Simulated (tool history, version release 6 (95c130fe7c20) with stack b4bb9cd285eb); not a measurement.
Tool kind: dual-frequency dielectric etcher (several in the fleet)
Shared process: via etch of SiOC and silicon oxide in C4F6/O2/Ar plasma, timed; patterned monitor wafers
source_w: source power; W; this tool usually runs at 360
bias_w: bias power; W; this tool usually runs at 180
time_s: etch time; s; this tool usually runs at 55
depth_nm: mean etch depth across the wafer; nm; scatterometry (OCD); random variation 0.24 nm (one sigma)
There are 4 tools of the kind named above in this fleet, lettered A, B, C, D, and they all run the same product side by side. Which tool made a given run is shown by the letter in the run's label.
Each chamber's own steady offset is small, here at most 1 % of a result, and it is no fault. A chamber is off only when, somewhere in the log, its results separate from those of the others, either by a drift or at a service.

| run | hour | source_w | bias_w | time_s | read-back reference wafer on the same gauge, depth_nm | depth_nm |
|---|---|---|---|---|---|---|
| 1A | 6.9 | 360 | 180 | 55 | 56.553 | 59.608 |
| 2B | 12.9 | 360 | 180 | 55 | 56.646 | 59.687 |
| 3D | 18.4 | 360 | 180 | 55 | 56.643 | 59.551 |
|  | 21 | chamber B: wet clean of the chamber |
| 4C | 25.1 | 360 | 180 | 55 | 56.661 | 60.094 |
| 5C | 31.3 | 360 | 180 | 55 | 56.589 | 59.871 |
| 6B | 37.4 | 360 | 193 | 55 | 56.596 | 60.461 |
| 7D | 44 | 360 | 193 | 55 | 56.629 | 60.512 |
| 8A | 50.3 | 360 | 193 | 55 | 56.654 | 61.158 |
| 9C | 56.2 | 360 | 193 | 55 | 56.628 | 60.765 |
| 10A | 60.5 | 360 | 180 | 55 | 56.656 | 59.909 |
| 11B | 67.3 | 360 | 180 | 55 | 56.601 | 59.525 |
|  | 69.5 | chamber C: wet clean of the chamber |
| 12D | 72.2 | 360 | 180 | 55 | 56.62 | 59.495 |
|  | 75.8 | chamber A: wet clean of the chamber |
| 13D | 76.9 | 360 | 180 | 55 | 56.572 | 59.422 |
| 14B | 83.6 | 360 | 180 | 55 | 56.6 | 59.628 |
| 15A | 88.8 | 360 | 180 | 55 | 56.577 | 59.76 |
| 16C | 94.5 | 360 | 180 | 55 | 56.609 | 59.681 |
| 17C | 100.8 | 360 | 180 | 55 | 56.552 | 59.593 |
| 18D | 108.6 | 360 | 180 | 55 | 56.541 | 59.756 |
| 19A | 115.7 | 360 | 180 | 55 | 56.645 | 59.88 |
| 20B | 120 | 360 | 180 | 55 | 56.61 | 59.731 |
| 21D | 124 | 360 | 180 | 55 | 56.545 | 59.128 |
| 22C | 128.5 | 360 | 180 | 55 | 56.583 | 59.795 |
| 23B | 132.8 | 360 | 180 | 55 | 56.589 | 59.337 |
| 24A | 138.1 | 360 | 221 | 55 | 56.564 | 63.949 |
| 25C | 143 | 360 | 221 | 55 | 56.614 | 63.726 |
| 26B | 147.2 | 360 | 221 | 55 | 56.521 | 63.366 |
| 27A | 151.4 | 360 | 221 | 55 | 56.596 | 63.982 |
| 28D | 159 | 360 | 180 | 55 | 56.619 | 59.055 |
| 29A | 163.8 | 360 | 180 | 55 | 56.628 | 59.874 |
| 30C | 168.5 | 360 | 166 | 45.5 | 56.602 | 48.302 |
| 31B | 173.8 | 360 | 166 | 45.5 | 56.555 | 48.115 |
| 32D | 178.8 | 360 | 166 | 45.5 | 56.579 | 47.941 |
| 33C | 185.1 | 360 | 166 | 45.5 | 56.592 | 47.764 |
| 34D | 191 | 360 | 180 | 55 | 56.596 | 59.253 |

Read the log: is a single chamber off, either drifting away or since a service, is the gauge that measures every chamber drifting, or is nothing wrong beyond small per-chamber offsets? Name any odd chamber and what most likely caused it.

Nothing is wrong: each chamber keeps only its own small, steady offset and the gauge holds still.

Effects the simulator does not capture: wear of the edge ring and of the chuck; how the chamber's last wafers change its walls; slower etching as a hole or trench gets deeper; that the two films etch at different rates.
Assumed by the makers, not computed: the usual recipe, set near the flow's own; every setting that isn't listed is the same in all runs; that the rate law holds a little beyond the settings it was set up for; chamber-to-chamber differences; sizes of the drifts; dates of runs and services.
